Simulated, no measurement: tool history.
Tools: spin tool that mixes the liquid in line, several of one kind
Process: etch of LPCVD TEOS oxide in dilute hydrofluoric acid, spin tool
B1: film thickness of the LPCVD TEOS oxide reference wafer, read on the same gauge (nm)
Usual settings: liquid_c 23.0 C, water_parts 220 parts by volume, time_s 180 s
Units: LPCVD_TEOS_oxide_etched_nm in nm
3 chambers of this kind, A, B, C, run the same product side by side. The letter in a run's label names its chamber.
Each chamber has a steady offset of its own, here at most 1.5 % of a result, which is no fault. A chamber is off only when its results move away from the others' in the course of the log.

run 1C hour=5.3 | liquid_c=23.0 water_parts=220 time_s=180 | B1=139.97 | LPCVD_TEOS_oxide_etched_nm=29.572
run 2B hour=14.2 | liquid_c=23.0 water_parts=220 time_s=180 | B1=140.01 | LPCVD_TEOS_oxide_etched_nm=29.193
run 3A hour=21.9 | liquid_c=23.0 water_parts=220 time_s=180 | B1=139.93 | LPCVD_TEOS_oxide_etched_nm=28.870
run 4B hour=31.9 | liquid_c=23.0 water_parts=220 time_s=180 | B1=140.03 | LPCVD_TEOS_oxide_etched_nm=29.879
run 5C hour=40.9 | liquid_c=23.0 water_parts=220 time_s=180 | B1=140.04 | LPCVD_TEOS_oxide_etched_nm=29.865
run 6A hour=45.3 | liquid_c=23.0 water_parts=220 time_s=180 | B1=139.97 | LPCVD_TEOS_oxide_etched_nm=28.712
run 7C hour=52.4 | liquid_c=23.0 water_parts=220 time_s=180 | B1=140.02 | LPCVD_TEOS_oxide_etched_nm=29.891
run 8A hour=59.7 | liquid_c=23.0 water_parts=220 time_s=180 | B1=140.00 | LPCVD_TEOS_oxide_etched_nm=29.353
run 9B hour=67.0 | liquid_c=23.0 water_parts=220 time_s=180 | B1=140.01 | LPCVD_TEOS_oxide_etched_nm=29.244
run 10B hour=74.0 | liquid_c=23.0 water_parts=180 time_s=180 | B1=140.00 | LPCVD_TEOS_oxide_etched_nm=37.803
run 11A hour=82.3 | liquid_c=23.0 water_parts=180 time_s=180 | B1=140.01 | LPCVD_TEOS_oxide_etched_nm=37.140
run 12C hour=88.9 | liquid_c=23.0 water_parts=180 time_s=180 | B1=139.99 | LPCVD_TEOS_oxide_etched_nm=38.364
run 13B hour=97.3 | liquid_c=23.0 water_parts=220 time_s=180 | B1=140.02 | LPCVD_TEOS_oxide_etched_nm=29.724
run 14A hour=106.9 | liquid_c=23.0 water_parts=220 time_s=180 | B1=140.01 | LPCVD_TEOS_oxide_etched_nm=29.603
run 15C hour=114.4 | liquid_c=27.5 water_parts=255 time_s=180 | B1=140.01 | LPCVD_TEOS_oxide_etched_nm=29.674
run 16A hour=123.0 | liquid_c=27.5 water_parts=255 time_s=180 | B1=139.99 | LPCVD_TEOS_oxide_etched_nm=28.656
-- hour=131.2 chamber C: hydrofluoric acid flow meter replaced
run 17C hour=132.5 | liquid_c=27.5 water_parts=255 time_s=180 | B1=140.01 | LPCVD_TEOS_oxide_etched_nm=30.012
run 18B hour=142.5 | liquid_c=23.0 water_parts=220 time_s=180 | B1=139.98 | LPCVD_TEOS_oxide_etched_nm=29.903
run 19B hour=152.4 | liquid_c=21.0 water_parts=220 time_s=180 | B1=139.99 | LPCVD_TEOS_oxide_etched_nm=27.228
run 20C hour=158.0 | liquid_c=21.0 water_parts=220 time_s=180 | B1=140.00 | LPCVD_TEOS_oxide_etched_nm=30.095
run 21A hour=163.9 | liquid_c=21.0 water_parts=220 time_s=180 | B1=140.04 | LPCVD_TEOS_oxide_etched_nm=27.546
run 22B hour=168.3 | liquid_c=23.0 water_parts=220 time_s=180 | B1=140.00 | LPCVD_TEOS_oxide_etched_nm=29.267
run 23A hour=175.3 | liquid_c=23.0 water_parts=220 time_s=180 | B1=140.04 | LPCVD_TEOS_oxide_etched_nm=29.421
run 24C hour=179.9 | liquid_c=23.0 water_parts=220 time_s=180 | B1=139.99 | LPCVD_TEOS_oxide_etched_nm=31.565
run 25A hour=187.1 | liquid_c=23.0 water_parts=220 time_s=180 | B1=140.02 | LPCVD_TEOS_oxide_etched_nm=29.541
run 26B hour=194.4 | liquid_c=23.0 water_parts=220 time_s=180 | B1=139.99 | LPCVD_TEOS_oxide_etched_nm=29.404
run 27C hour=203.3 | liquid_c=23.0 water_parts=220 time_s=180 | B1=139.99 | LPCVD_TEOS_oxide_etched_nm=32.806
run 28C hour=212.1 | liquid_c=23.0 water_parts=220 time_s=180 | B1=139.97 | LPCVD_TEOS_oxide_etched_nm=31.947

What goes on in this fleet: one chamber off, a drifting gauge, or nothing beyond the chambers' own small offsets? Name the chamber and the cause, if any.

Chamber C drifts away from the others.
Cause: liquid hotter than its thermometer reads (K) = 2.25.

Here are 4 candidates for chamber C's next run, each the usual settings with a change, their results left as question marks. Which one brings its results back in line with what the others give on the usual settings?
In line means no further than this from the other chambers' mean on the usual settings: LPCVD_TEOS_oxide_etched_nm 1.000 nm
run 29C-1 hour=219.4 | liquid_c=23.0 water_parts=235 time_s=180 | LPCVD_TEOS_oxide_etched_nm=?
run 29C-2 hour=219.4 | liquid_c=23.0 water_parts=205 time_s=180 | LPCVD_TEOS_oxide_etched_nm=?
run 29C-3 hour=219.4 | liquid_c=23.0 water_parts=220 time_s=185 | LPCVD_TEOS_oxide_etched_nm=?
run 29C-4 hour=219.4 | liquid_c=23.0 water_parts=220 time_s=175 | LPCVD_TEOS_oxide_etched_nm=?

The other chambers' mean on the usual settings: LPCVD_TEOS_oxide_etched_nm 29.485 nm
run=29C-1 LPCVD_TEOS_oxide_etched_nm=29.764
run=29C-2 LPCVD_TEOS_oxide_etched_nm=35.190
run=29C-3 LPCVD_TEOS_oxide_etched_nm=33.181
run=29C-4 LPCVD_TEOS_oxide_etched_nm=31.388
29C-1 brings the chamber back in line.
